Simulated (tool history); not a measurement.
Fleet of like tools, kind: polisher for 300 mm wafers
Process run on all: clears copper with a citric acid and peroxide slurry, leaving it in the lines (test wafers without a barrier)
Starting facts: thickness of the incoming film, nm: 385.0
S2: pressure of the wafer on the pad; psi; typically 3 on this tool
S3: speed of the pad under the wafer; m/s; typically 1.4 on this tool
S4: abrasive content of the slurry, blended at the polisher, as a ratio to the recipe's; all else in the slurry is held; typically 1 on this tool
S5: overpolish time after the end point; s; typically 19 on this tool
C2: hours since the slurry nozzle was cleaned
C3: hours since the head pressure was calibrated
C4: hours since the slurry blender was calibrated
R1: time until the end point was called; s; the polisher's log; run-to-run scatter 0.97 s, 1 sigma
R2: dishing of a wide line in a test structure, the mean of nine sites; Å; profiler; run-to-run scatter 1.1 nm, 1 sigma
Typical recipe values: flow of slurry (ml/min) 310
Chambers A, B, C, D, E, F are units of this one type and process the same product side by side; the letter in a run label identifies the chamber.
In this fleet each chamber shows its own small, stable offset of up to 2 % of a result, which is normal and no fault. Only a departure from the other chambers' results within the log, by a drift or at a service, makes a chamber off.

run 1B hour=5.7 | flow_of_slurry_(ml/min)=310 S2=3 S3=1.4 S4=1 S5=19 | wafers_polished_on_this_pad=626 C2=36.5 C3=329.8 C4=38.4 | R1=104.92 R2=461.3
run 2C hour=9.1 | flow_of_slurry_(ml/min)=310 S2=3 S3=1.4 S4=1 S5=19 | wafers_polished_on_this_pad=229 C2=160.2 C3=876.5 C4=44.8 | R1=105.35 R2=438.94
run 3F hour=13.4 | flow_of_slurry_(ml/min)=310 S2=3 S3=1.4 S4=1 S5=19 | wafers_polished_on_this_pad=939 C2=185.8 C3=53 C4=180.7 | R1=104.31 R2=459.57
-- hour=15.8 chamber B: worn pad replaced by a new one
run 4E hour=18.6 | flow_of_slurry_(ml/min)=310 S2=3 S3=1.4 S4=1 S5=19 | wafers_polished_on_this_pad=459 C2=425.3 C3=369.4 C4=281.8 | R1=105.36 R2=465.16
run 5D hour=23.7 | flow_of_slurry_(ml/min)=310 S2=3 S3=1.4 S4=1 S5=19 | wafers_polished_on_this_pad=510 C2=33.3 C3=103.7 C4=25.9 | R1=103.83 R2=451.81
run 6A hour=28 | flow_of_slurry_(ml/min)=310 S2=3 S3=1.4 S4=1 S5=19 | wafers_polished_on_this_pad=615 C2=195.3 C3=713.6 C4=160.5 | R1=104.83 R2=477.13
-- hour=29.8 chamber F: worn pad replaced by a new one
-- hour=33.5 chamber E: worn pad replaced by a new one
run 7F hour=34.5 | flow_of_slurry_(ml/min)=310 S2=3 S3=1.4 S4=1 S5=19 | wafers_polished_on_this_pad=36 C2=206.9 C3=74.1 C4=201.8 | R1=104.4 R2=471.32
run 8A hour=37.8 | flow_of_slurry_(ml/min)=310 S2=3 S3=1.4 S4=1 S5=25 | wafers_polished_on_this_pad=690 C2=205.1 C3=723.4 C4=170.3 | R1=105.87 R2=592.01
run 9D hour=42.2 | flow_of_slurry_(ml/min)=310 S2=3 S3=1.4 S4=1 S5=25 | wafers_polished_on_this_pad=651 C2=51.8 C3=122.2 C4=44.4 | R1=105.22 R2=569.18
run 10C hour=47 | flow_of_slurry_(ml/min)=310 S2=3 S3=1.4 S4=1 S5=25 | wafers_polished_on_this_pad=519 C2=198.1 C3=914.4 C4=82.7 | R1=106.75 R2=555.78
run 11E hour=50.5 | flow_of_slurry_(ml/min)=310 S2=3 S3=1.4 S4=1 S5=25 | wafers_polished_on_this_pad=130 C2=457.2 C3=401.3 C4=313.7 | R1=103.87 R2=567.18
run 12B hour=57.6 | flow_of_slurry_(ml/min)=310 S2=3 S3=1.4 S4=1 S5=25 | wafers_polished_on_this_pad=319 C2=88.4 C3=381.7 C4=90.3 | R1=105.4 R2=594.79
-- hour=59.2 chamber E: slurry blender recalibrated
-- hour=59.5 chamber F: slurry blender recalibrated
run 13E hour=61.2 | flow_of_slurry_(ml/min)=310 S2=3 S3=1.4 S4=1 S5=25 | wafers_polished_on_this_pad=211 C2=467.9 C3=412 C4=2 | R1=104.28 R2=553.76
run 14F hour=65 | flow_of_slurry_(ml/min)=310 S2=3 S3=1.4 S4=1 S5=19 | wafers_polished_on_this_pad=269 C2=237.4 C3=104.6 C4=5.6 | R1=103.17 R2=453.85
run 15C hour=68.8 | flow_of_slurry_(ml/min)=310 S2=3 S3=1.4 S4=1 S5=19 | wafers_polished_on_this_pad=685 C2=219.9 C3=936.2 C4=104.5 | R1=105.25 R2=452.98
-- hour=70.9 chamber A: worn pad replaced by a new one
run 16B hour=74.2 | flow_of_slurry_(ml/min)=310 S2=3 S3=1.4 S4=1 S5=19 | wafers_polished_on_this_pad=446 C2=105 C3=398.3 C4=106.9 | R1=106.44 R2=485.59
run 17D hour=80.2 | flow_of_slurry_(ml/min)=310 S2=3 S3=1.4 S4=1 S5=19 | wafers_polished_on_this_pad=941 C2=89.8 C3=160.2 C4=82.4 | R1=104.43 R2=433.01
-- hour=82.9 chamber C: head pressure recalibrated
-- hour=83.5 chamber D: worn pad replaced by a new one
run 18A hour=86.7 | flow_of_slurry_(ml/min)=310 S2=3 S3=1.4 S4=1 S5=19 | wafers_polished_on_this_pad=120 C2=254 C3=772.3 C4=219.2 | R1=105.47 R2=460.48
run 19C hour=91.7 | flow_of_slurry_(ml/min)=310 S2=3 S3=1.4 S4=1 S5=19 | wafers_polished_on_this_pad=860 C2=242.8 C3=8.8 C4=127.4 | R1=96.33 R2=493
run 20B hour=97.4 | flow_of_slurry_(ml/min)=310 S2=3 S3=1.4 S4=1 S5=19 | wafers_polished_on_this_pad=623 C2=128.2 C3=421.5 C4=130.1 | R1=105.16 R2=461.71
run 21E hour=102 | flow_of_slurry_(ml/min)=310 S2=3 S3=1.4 S4=1 S5=19 | wafers_polished_on_this_pad=523 C2=508.7 C3=452.8 C4=42.8 | R1=104.63 R2=475.21
run 22F hour=109 | flow_of_slurry_(ml/min)=310 S2=3 S3=1.4 S4=1 S5=19 | wafers_polished_on_this_pad=605 C2=281.4 C3=148.6 C4=49.6 | R1=102.26 R2=462.39
-- hour=111.2 chamber E: worn pad replaced by a new one
-- hour=111.4 chamber B: worn pad replaced by a new one
run 23D hour=112.3 | flow_of_slurry_(ml/min)=310 S2=3 S3=1.4 S4=1 S5=19 | wafers_polished_on_this_pad=220 C2=121.9 C3=192.3 C4=114.5 | R1=105.92 R2=444.75
-- hour=114.5 chamber D: slurry blender recalibrated
run 24A hour=117.4 | flow_of_slurry_(ml/min)=310 S2=3 S3=1.4 S4=1 S5=19 | wafers_polished_on_this_pad=355 C2=284.7 C3=803 C4=249.9 | R1=105.69 R2=468.79
run 25B hour=120.8 | flow_of_slurry_(ml/min)=310 S2=3 S3=1.4 S4=1 S5=19 | wafers_polished_on_this_pad=71 C2=151.6 C3=444.9 C4=153.5 | R1=104.78 R2=464.13
run 26F hour=127.4 | flow_of_slurry_(ml/min)=310 S2=3 S3=1.4 S4=1 S5=19 | wafers_polished_on_this_pad=745 C2=299.8 C3=167 C4=68 | R1=103.97 R2=462.7
run 27E hour=130.6 | flow_of_slurry_(ml/min)=310 S2=3 S3=1.4 S4=1 S5=19 | wafers_polished_on_this_pad=148 C2=537.3 C3=481.4 C4=71.4 | R1=105.92 R2=465.96
run 28C hour=136.3 | flow_of_slurry_(ml/min)=310 S2=3 S3=1.4 S4=1 S5=19 | wafers_polished_on_this_pad=1201 C2=287.4 C3=53.4 C4=172 | R1=96.587 R2=489.97
run 29D hour=139.8 | flow_of_slurry_(ml/min)=310 S2=3 S3=1.4 S4=1 S5=19 | wafers_polished_on_this_pad=430 C2=149.4 C3=219.8 C4=25.3 | R1=105.93 R2=460.66
run 30A hour=144.1 | flow_of_slurry_(ml/min)=310 S2=3 S3=1.4 S4=1 S5=19 | wafers_polished_on_this_pad=559 C2=311.4 C3=829.7 C4=276.6 | R1=106.01 R2=471.31
run 31D hour=148.5 | flow_of_slurry_(ml/min)=310 S2=3 S3=1.4 S4=1 S5=19 | wafers_polished_on_this_pad=497 C2=158.1 C3=228.5 C4=34 | R1=105.01 R2=460.12
run 32F hour=155.4 | flow_of_slurry_(ml/min)=310 S2=3 S3=1.4 S4=1 S5=19 | wafers_polished_on_this_pad=959 C2=327.8 C3=195 C4=96 | R1=103.76 R2=464.32
run 33A hour=162.5 | flow_of_slurry_(ml/min)=310 S2=3 S3=1.4 S4=1 S5=19 | wafers_polished_on_this_pad=699 C2=329.8 C3=848.1 C4=295 | R1=107.32 R2=468.31
-- hour=166.1 chamber C: worn pad replaced by a new one
run 34E hour=168.3 | flow_of_slurry_(ml/min)=310 S2=3 S3=1.4 S4=1 S5=19 | wafers_polished_on_this_pad=436 C2=575 C3=519.1 C4=109.1 | R1=104.76 R2=462.52
-- hour=170.5 chamber F: worn pad replaced by a new one
run 35B hour=172.1 | flow_of_slurry_(ml/min)=310 S2=3 S3=1.4 S4=1 S5=19 | wafers_polished_on_this_pad=463 C2=202.9 C3=496.2 C4=204.8 | R1=104.33 R2=491.76
run 36C hour=175.2 | flow_of_slurry_(ml/min)=270 S2=3 S3=1.4 S4=1 S5=19 | wafers_polished_on_this_pad=70 C2=326.3 C3=92.3 C4=210.9 | R1=98.078 R2=498.21
run 37F hour=181.7 | flow_of_slurry_(ml/min)=270 S2=3 S3=1.4 S4=1 S5=19 | wafers_polished_on_this_pad=85 C2=354.1 C3=221.3 C4=122.3 | R1=105.21 R2=454.26
run 38C hour=186.9 | flow_of_slurry_(ml/min)=270 S2=3 S3=1.4 S4=1 S5=19 | wafers_polished_on_this_pad=159 C2=338 C3=104 C4=222.6 | R1=98.981 R2=485.09

All chambers now run identical settings, listed one chamber a line with results as question marks. What results will each chamber show?
run 39A hour=192 | flow_of_slurry_(ml/min)=310 S2=3 S3=1.4 S4=0.9 S5=19 | R1=? R2=?
run 39B hour=192 | flow_of_slurry_(ml/min)=310 S2=3 S3=1.4 S4=0.9 S5=19 | R1=? R2=?
run 39C hour=192 | flow_of_slurry_(ml/min)=310 S2=3 S3=1.4 S4=0.9 S5=19 | R1=? R2=?
run 39D hour=192 | flow_of_slurry_(ml/min)=310 S2=3 S3=1.4 S4=0.9 S5=19 | R1=? R2=?
run 39E hour=192 | flow_of_slurry_(ml/min)=310 S2=3 S3=1.4 S4=0.9 S5=19 | R1=? R2=?
run 39F hour=192 | flow_of_slurry_(ml/min)=310 S2=3 S3=1.4 S4=0.9 S5=19 | R1=? R2=?

run=39A R1=107.27 R2=457.95
run=39B R1=106.23 R2=458.93
run=39C R1=98.466 R2=487.38
run=39D R1=106.76 R2=463.21
run=39E R1=108.06 R2=466.54
run=39F R1=108.33 R2=465.38

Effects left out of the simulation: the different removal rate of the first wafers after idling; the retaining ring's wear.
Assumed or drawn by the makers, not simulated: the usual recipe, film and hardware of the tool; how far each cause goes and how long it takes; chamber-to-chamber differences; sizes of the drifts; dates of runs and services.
